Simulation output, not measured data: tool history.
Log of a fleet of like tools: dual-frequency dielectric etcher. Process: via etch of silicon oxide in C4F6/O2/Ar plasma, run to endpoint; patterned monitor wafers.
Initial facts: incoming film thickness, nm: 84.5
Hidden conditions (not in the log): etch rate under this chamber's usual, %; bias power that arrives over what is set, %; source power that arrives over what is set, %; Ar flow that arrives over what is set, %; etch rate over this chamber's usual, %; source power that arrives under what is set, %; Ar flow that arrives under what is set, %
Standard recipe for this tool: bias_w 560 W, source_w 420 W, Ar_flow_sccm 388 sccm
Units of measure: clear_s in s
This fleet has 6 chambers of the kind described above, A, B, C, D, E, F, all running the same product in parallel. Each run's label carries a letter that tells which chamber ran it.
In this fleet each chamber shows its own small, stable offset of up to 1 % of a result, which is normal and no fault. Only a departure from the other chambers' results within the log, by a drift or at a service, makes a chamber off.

| run | hour | bias_w | source_w | Ar_flow_sccm | hours since the last wet clean | hours since the last bias power generator calibration | hours since the last source power generator calibration | hours since the last Ar flow controller change | clear_s |
|---|---|---|---|---|---|---|---|---|---|
|  | 2.2 | chamber F: wet clean of the chamber |
| 1F | 10.6 | 560 | 420 | 388 | 8.5 | 1476.5 | 4196.5 | 1316.6 | 17.919 |
| 2A | 22.0 | 560 | 420 | 388 | 451.0 | 1894.6 | 946.8 | 2719.3 | 18.108 |
| 3C | 32.0 | 560 | 420 | 388 | 65.0 | 437.4 | 113.8 | 928.6 | 18.185 |
|  | 32.4 | chamber A: wet clean of the chamber |
| 4B | 41.9 | 560 | 420 | 388 | 362.9 | 698.7 | 913.0 | 3371.4 | 18.259 |
|  | 45.3 | chamber D: Ar flow controller replaced |
| 5E | 52.5 | 560 | 420 | 388 | 367.2 | 1252.8 | 1383.1 | 1836.3 | 18.021 |
| 6D | 65.0 | 560 | 420 | 388 | 251.0 | 730.0 | 2038.0 | 19.8 | 18.155 |
| 7E | 71.2 | 445 | 460 | 388 | 385.9 | 1271.5 | 1401.8 | 1855.0 | 18.767 |
| 8C | 82.9 | 445 | 460 | 388 | 115.9 | 488.3 | 164.7 | 979.5 | 18.945 |
| 9B | 96.0 | 445 | 460 | 388 | 417.0 | 752.8 | 967.1 | 3425.5 | 18.992 |
| 10A | 109.8 | 445 | 460 | 388 | 77.5 | 1982.4 | 1034.6 | 2807.1 | 19.062 |
| 11F | 118.6 | 445 | 460 | 388 | 116.5 | 1584.5 | 4304.5 | 1424.6 | 18.900 |
| 12D | 128.7 | 445 | 460 | 388 | 314.7 | 793.7 | 2101.7 | 83.5 | 18.923 |
| 13A | 139.8 | 560 | 350 | 307 | 107.5 | 2012.4 | 1064.6 | 2837.1 | 18.842 |
|  | 140.6 | chamber D: wet clean of the chamber |
| 14C | 151.9 | 560 | 350 | 307 | 184.9 | 557.3 | 233.7 | 1048.5 | 18.791 |
| 15F | 161.1 | 560 | 350 | 307 | 159.0 | 1627.0 | 4347.0 | 1467.1 | 18.867 |
| 16B | 175.1 | 560 | 350 | 307 | 496.1 | 831.9 | 1046.2 | 3504.6 | 18.984 |
| 17D | 189.1 | 560 | 350 | 307 | 48.5 | 854.1 | 2162.1 | 143.9 | 18.798 |
| 18E | 201.1 | 560 | 350 | 307 | 515.8 | 1401.4 | 1531.7 | 1984.9 | 18.699 |
|  | 206.7 | chamber E: wet clean of the chamber |
| 19D | 215.1 | 560 | 420 | 388 | 74.5 | 880.1 | 2188.1 | 169.9 | 18.155 |
| 20F | 224.5 | 560 | 420 | 388 | 222.4 | 1690.4 | 4410.4 | 1530.5 | 17.900 |
| 21B | 232.9 | 560 | 420 | 388 | 553.9 | 889.7 | 1104.0 | 3562.4 | 18.436 |
| 22A | 240.1 | 560 | 420 | 388 | 207.8 | 2112.7 | 1164.9 | 2937.4 | 18.226 |
| 23C | 251.7 | 560 | 420 | 388 | 284.7 | 657.1 | 333.5 | 1148.3 | 18.082 |
| 24E | 262.2 | 560 | 420 | 388 | 55.5 | 1462.5 | 1592.8 | 2046.0 | 18.095 |
| 25A | 274.5 | 560 | 420 | 388 | 242.2 | 2147.1 | 1199.3 | 2971.8 | 18.211 |
| 26F | 282.7 | 560 | 420 | 388 | 280.6 | 1748.6 | 4468.6 | 1588.7 | 17.934 |
| 27E | 294.7 | 560 | 420 | 388 | 88.0 | 1495.0 | 1625.3 | 2078.5 | 18.170 |
| 28C | 304.2 | 560 | 420 | 388 | 337.2 | 709.6 | 386.0 | 1200.8 | 18.271 |
| 29D | 315.7 | 560 | 420 | 388 | 175.1 | 980.7 | 2288.7 | 270.5 | 18.174 |
|  | 316.8 | chamber F: source power generator calibrated |
| 30B | 328.2 | 560 | 420 | 388 | 649.2 | 985.0 | 1199.3 | 3657.7 | 18.435 |
| 31B | 335.3 | 560 | 420 | 388 | 656.3 | 992.1 | 1206.4 | 3664.8 | 18.728 |
| 32A | 348.7 | 560 | 420 | 388 | 316.4 | 2221.3 | 1273.5 | 3046.0 | 18.256 |
| 33E | 362.7 | 560 | 420 | 388 | 156.0 | 1563.0 | 1693.3 | 2146.5 | 17.926 |
| 34D | 371.9 | 560 | 420 | 388 | 231.3 | 1036.9 | 2344.9 | 326.7 | 18.205 |
| 35F | 382.9 | 560 | 420 | 388 | 380.8 | 1848.8 | 66.1 | 1688.9 | 17.678 |
| 36C | 391.7 | 560 | 420 | 388 | 424.7 | 797.1 | 473.5 | 1288.3 | 18.316 |
| 37F | 398.1 | 560 | 420 | 388 | 396.0 | 1864.0 | 81.3 | 1704.1 | 17.960 |
| 38D | 410.3 | 560 | 380 | 388 | 269.7 | 1075.3 | 2383.3 | 365.1 | 18.861 |
|  | 415.1 | chamber A: Ar flow controller replaced |
| 39E | 419.0 | 560 | 380 | 388 | 212.3 | 1619.3 | 1749.6 | 2202.8 | 18.368 |
| 40B | 432.6 | 560 | 380 | 388 | 753.6 | 1089.4 | 1303.7 | 3762.1 | 19.347 |
| 41A | 442.7 | 560 | 380 | 388 | 410.4 | 2315.3 | 1367.5 | 27.7 | 19.022 |
| 42C | 454.3 | 560 | 380 | 388 | 487.3 | 859.7 | 536.1 | 1350.9 | 18.711 |
| 43A | 464.7 | 560 | 380 | 388 | 432.4 | 2337.3 | 1389.5 | 49.7 | 18.922 |
| 44B | 471.2 | 560 | 420 | 388 | 792.2 | 1128.0 | 1342.3 | 3800.7 | 18.808 |

Is one chamber off against the others, does the gauge drift, or is nothing wrong? If a chamber is off, say which, and what the likeliest cause is.

It is chamber B that slowly wanders off from its peers.
Most likely cause: etch rate under this chamber's usual, % = 3.94.

Here are 4 candidates for chamber B's next run, each the usual settings with a change, their results left as question marks. Which one brings its results back in line with what the others give on the usual settings?
A result is in line if it is within this distance of the other chambers' mean on the usual settings: clear_s 0.410 s
| 45B-1 | 481.2 | 560 | 460 | 374 |  |  |  |  | ? |
| 45B-2 | 481.2 | 627 | 460 | 388 |  |  |  |  | ? |
| 45B-3 | 481.2 | 560 | 340 | 415 |  |  |  |  | ? |
| 45B-4 | 481.2 | 528 | 400 | 394 |  |  |  |  | ? |

Average result of the remaining chambers running the usual settings: clear_s 18.070 s
| run | clear_s |
|---|---|
| 45B-1 | 18.049 |
| 45B-2 | 17.356 |
| 45B-3 | 20.368 |
| 45B-4 | 19.531 |
Change 45B-1 lands the chamber within the allowed miss of the other chambers.
